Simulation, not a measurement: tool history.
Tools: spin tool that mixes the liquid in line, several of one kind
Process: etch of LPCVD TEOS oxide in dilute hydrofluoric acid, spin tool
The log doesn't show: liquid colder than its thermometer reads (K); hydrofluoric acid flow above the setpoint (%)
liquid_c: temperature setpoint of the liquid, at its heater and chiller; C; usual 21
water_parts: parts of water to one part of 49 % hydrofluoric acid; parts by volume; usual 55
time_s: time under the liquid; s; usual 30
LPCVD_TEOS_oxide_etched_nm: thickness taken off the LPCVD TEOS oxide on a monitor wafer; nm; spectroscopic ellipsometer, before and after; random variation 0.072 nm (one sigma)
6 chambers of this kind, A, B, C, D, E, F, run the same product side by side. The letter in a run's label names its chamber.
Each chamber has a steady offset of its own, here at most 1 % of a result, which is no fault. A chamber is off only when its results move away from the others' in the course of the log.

| run | hour | liquid_c | water_parts | time_s | hours since the thermometer was replaced | hours since the hydrofluoric acid flow meter was replaced | read-back film thickness of the LPCVD TEOS oxide reference wafer, read on the same gauge (nm) | LPCVD_TEOS_oxide_etched_nm |
|---|---|---|---|---|---|---|---|---|
| 1E | 3.7 | 21 | 55 | 30 | 1157.9 | 70.4 | 30.008 | 10.777 |
| 2A | 9.1 | 21 | 55 | 30 | 756.2 | 566.8 | 30 | 10.865 |
| 3B | 14.5 | 21 | 55 | 30 | 951.5 | 693.9 | 30.006 | 10.747 |
|  | 14.7 | chamber E: thermometer replaced |
| 4D | 20 | 21 | 55 | 30 | 194.3 | 334.1 | 29.982 | 10.907 |
| 5C | 24.2 | 21 | 55 | 30 | 556.9 | 146.7 | 30.003 | 10.84 |
| 6F | 27.8 | 21 | 55 | 30 | 70.6 | 421.9 | 29.994 | 10.892 |
|  | 32.5 | chamber B: hydrofluoric acid flow meter replaced |
| 7D | 32.6 | 21 | 55 | 30 | 206.9 | 346.7 | 30.006 | 10.854 |
| 8E | 35.7 | 21 | 55 | 30 | 21 | 102.4 | 30.003 | 10.862 |
| 9A | 40.3 | 21 | 55 | 30 | 787.4 | 598 | 30.009 | 10.693 |
| 10F | 44.6 | 21 | 55 | 30 | 87.4 | 438.7 | 29.985 | 10.905 |
| 11B | 47.9 | 17 | 55 | 30 | 984.9 | 15.5 | 29.99 | 8.9164 |
| 12C | 53 | 17 | 55 | 30 | 585.7 | 175.5 | 29.967 | 9.1773 |
| 13C | 57.1 | 17 | 55 | 30 | 589.8 | 179.6 | 29.981 | 9.1564 |
| 14A | 61.8 | 17 | 55 | 30 | 808.9 | 619.5 | 29.99 | 9.0109 |
| 15B | 64.5 | 17 | 55 | 30 | 1001.5 | 32.1 | 30.02 | 9.119 |
|  | 67 | chamber C: thermometer replaced |
| 16E | 67.5 | 17 | 55 | 30 | 52.8 | 134.2 | 29.995 | 9.1035 |
| 17F | 71.1 | 24.5 | 55 | 30 | 113.9 | 465.2 | 29.994 | 12.398 |
|  | 74.1 | chamber B: thermometer replaced |
| 18D | 75.5 | 24.5 | 55 | 30 | 249.8 | 389.6 | 30.02 | 12.493 |
| 19C | 79.9 | 24.5 | 55 | 30 | 12.9 | 202.4 | 30.035 | 12.597 |
| 20E | 83.5 | 24.5 | 55 | 30 | 68.8 | 150.2 | 29.976 | 12.562 |
| 21A | 86.7 | 24.5 | 55 | 30 | 833.8 | 644.4 | 30.017 | 12.282 |
| 22B | 90.7 | 24.5 | 55 | 30 | 16.6 | 58.3 | 30.043 | 12.38 |
| 23F | 94.3 | 21 | 55 | 30 | 137.1 | 488.4 | 29.969 | 10.931 |
| 24D | 97.1 | 21 | 55 | 30 | 271.4 | 411.2 | 30.002 | 10.782 |
| 25E | 102.5 | 25.5 | 55 | 30 | 87.8 | 169.2 | 30.012 | 12.971 |
| 26D | 108.1 | 25.5 | 55 | 30 | 282.4 | 422.2 | 29.991 | 13.021 |
| 27B | 113.5 | 25.5 | 55 | 30 | 39.4 | 81.1 | 29.984 | 12.823 |
| 28F | 117.2 | 25.5 | 55 | 30 | 160 | 511.3 | 29.992 | 13.065 |
| 29C | 120.6 | 25.5 | 55 | 30 | 53.6 | 243.1 | 30.016 | 13.203 |
| 30A | 123.5 | 25.5 | 55 | 30 | 870.6 | 681.2 | 30.022 | 12.949 |
| 31C | 126.3 | 21 | 65 | 45 | 59.3 | 248.8 | 29.989 | 13.739 |
| 32A | 129.6 | 21 | 65 | 45 | 876.7 | 687.3 | 29.981 | 13.453 |
| 33F | 134.7 | 21 | 65 | 45 | 177.5 | 528.8 | 30 | 13.613 |
| 34B | 137.9 | 21 | 65 | 45 | 63.8 | 105.5 | 29.967 | 13.414 |
| 35E | 140.9 | 21 | 65 | 45 | 126.2 | 207.6 | 29.983 | 13.385 |
| 36D | 145.3 | 21 | 65 | 45 | 319.6 | 459.4 | 29.98 | 13.627 |
| 37C | 149.1 | 21 | 55 | 30 | 82.1 | 271.6 | 30.015 | 10.885 |
| 38E | 154.4 | 21 | 55 | 30 | 139.7 | 221.1 | 29.995 | 10.775 |

All 6 chambers run these settings next. Forecast each chamber's results:
| 39A | 158.4 | 21 | 55 | 30 |  |  |  | ? |
| 39B | 158.4 | 21 | 55 | 30 |  |  |  | ? |
| 39C | 158.4 | 21 | 55 | 30 |  |  |  | ? |
| 39D | 158.4 | 21 | 55 | 30 |  |  |  | ? |
| 39E | 158.4 | 21 | 55 | 30 |  |  |  | ? |
| 39F | 158.4 | 21 | 55 | 30 |  |  |  | ? |

| run | LPCVD_TEOS_oxide_etched_nm |
|---|---|
| 39A | 10.759 |
| 39B | 10.747 |
| 39C | 10.806 |
| 39D | 10.909 |
| 39E | 10.86 |
| 39F | 10.771 |

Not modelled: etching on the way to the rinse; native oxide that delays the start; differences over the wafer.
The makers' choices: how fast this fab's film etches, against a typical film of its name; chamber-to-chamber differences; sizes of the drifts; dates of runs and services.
